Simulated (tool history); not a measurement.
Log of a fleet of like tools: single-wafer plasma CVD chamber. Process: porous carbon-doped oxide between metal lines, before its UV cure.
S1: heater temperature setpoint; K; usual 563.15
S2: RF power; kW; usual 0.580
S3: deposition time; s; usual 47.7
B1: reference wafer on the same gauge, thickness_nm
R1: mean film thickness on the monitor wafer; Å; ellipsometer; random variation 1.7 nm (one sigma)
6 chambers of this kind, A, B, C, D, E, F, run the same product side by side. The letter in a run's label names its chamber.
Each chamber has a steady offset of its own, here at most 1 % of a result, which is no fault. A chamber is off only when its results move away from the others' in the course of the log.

| run | hour | S1 | S2 | S3 | B1 | R1 |
|---|---|---|---|---|---|---|
| 1D | 7.6 | 563.15 | 0.580 | 47.7 | 348.43 | 2955.5 |
| 2F | 16.8 | 563.15 | 0.580 | 47.7 | 348.15 | 2975.8 |
| 3C | 24.7 | 563.15 | 0.580 | 47.7 | 347.72 | 2987.7 |
| 4A | 34.0 | 563.15 | 0.580 | 47.7 | 347.65 | 2969.6 |
| 5B | 39.4 | 563.15 | 0.580 | 47.7 | 348.21 | 3018.1 |
| 6E | 44.3 | 563.15 | 0.580 | 47.7 | 347.96 | 3011.3 |
| 7C | 49.1 | 563.15 | 0.580 | 47.7 | 348.16 | 2945.2 |
| 8B | 53.8 | 563.15 | 0.580 | 47.7 | 347.79 | 3006.4 |
|  | 58.0 | chamber E: thermocouple changed; heater temperature recalibrated |
| 9F | 63.6 | 563.15 | 0.580 | 47.7 | 348.18 | 2964.3 |
| 10D | 68.5 | 563.15 | 0.580 | 47.7 | 348.39 | 2967.8 |
| 11A | 76.5 | 563.15 | 0.580 | 50.8 | 348.19 | 3181.6 |
| 12E | 81.1 | 563.15 | 0.580 | 50.8 | 348.20 | 3180.2 |
|  | 81.4 | chamber F: RF generator calibrated |
| 13E | 90.3 | 563.15 | 0.580 | 50.8 | 348.17 | 3180.0 |
| 14A | 99.9 | 563.15 | 0.580 | 50.8 | 347.78 | 3147.4 |
| 15F | 106.6 | 563.15 | 0.580 | 50.8 | 347.94 | 3162.0 |
| 16D | 112.5 | 563.15 | 0.580 | 50.8 | 347.77 | 3127.7 |
| 17B | 122.0 | 563.15 | 0.580 | 47.7 | 347.60 | 2961.5 |
|  | 127.2 | chamber A: thermocouple changed; heater temperature recalibrated |
| 18C | 130.5 | 563.15 | 0.580 | 47.7 | 348.21 | 2999.1 |
| 19E | 136.0 | 563.15 | 0.580 | 47.7 | 348.16 | 3015.2 |
| 20D | 144.7 | 563.15 | 0.580 | 47.7 | 348.10 | 2984.5 |
| 21F | 151.1 | 563.15 | 0.580 | 47.7 | 347.75 | 2959.3 |
|  | 152.5 | chamber D: thermocouple changed; heater temperature recalibrated |
| 22B | 160.8 | 563.15 | 0.580 | 47.7 | 347.94 | 2925.9 |
| 23A | 169.9 | 563.15 | 0.580 | 47.7 | 348.20 | 2981.6 |
| 24C | 176.7 | 563.15 | 0.580 | 47.7 | 347.92 | 2963.3 |
| 25E | 185.1 | 558.15 | 0.580 | 51.6 | 348.38 | 3337.1 |
| 26C | 192.6 | 558.15 | 0.580 | 51.6 | 347.72 | 3312.0 |
| 27B | 197.8 | 558.15 | 0.580 | 51.6 | 347.44 | 3219.0 |
| 28F | 207.4 | 558.15 | 0.580 | 51.6 | 348.05 | 3292.0 |
| 29D | 216.0 | 558.15 | 0.580 | 51.6 | 348.37 | 3297.1 |
| 30A | 222.5 | 558.15 | 0.580 | 51.6 | 348.34 | 3308.6 |
| 31D | 227.8 | 563.15 | 0.580 | 47.7 | 348.63 | 2999.7 |
| 32E | 237.6 | 563.15 | 0.580 | 47.7 | 347.33 | 3008.7 |
| 33A | 245.8 | 563.15 | 0.580 | 47.7 | 347.51 | 2984.1 |
| 34B | 250.8 | 549.15 | 0.580 | 53.5 | 348.19 | 3548.8 |
| 35F | 257.7 | 549.15 | 0.580 | 53.5 | 348.34 | 3628.6 |
| 36C | 264.0 | 549.15 | 0.580 | 53.5 | 347.98 | 3639.2 |

All 6 chambers run these settings next. Forecast each chamber's results:
| 37A | 271.3 | 563.15 | 0.615 | 47.7 |  | ? |
| 37B | 271.3 | 563.15 | 0.615 | 47.7 |  | ? |
| 37C | 271.3 | 563.15 | 0.615 | 47.7 |  | ? |
| 37D | 271.3 | 563.15 | 0.615 | 47.7 |  | ? |
| 37E | 271.3 | 563.15 | 0.615 | 47.7 |  | ? |
| 37F | 271.3 | 563.15 | 0.615 | 47.7 |  | ? |

| run | R1 |
|---|---|
| 37A | 3112.7 |
| 37B | 2997.0 |
| 37C | 3070.2 |
| 37D | 3074.4 |
| 37E | 3089.2 |
| 37F | 3038.5 |
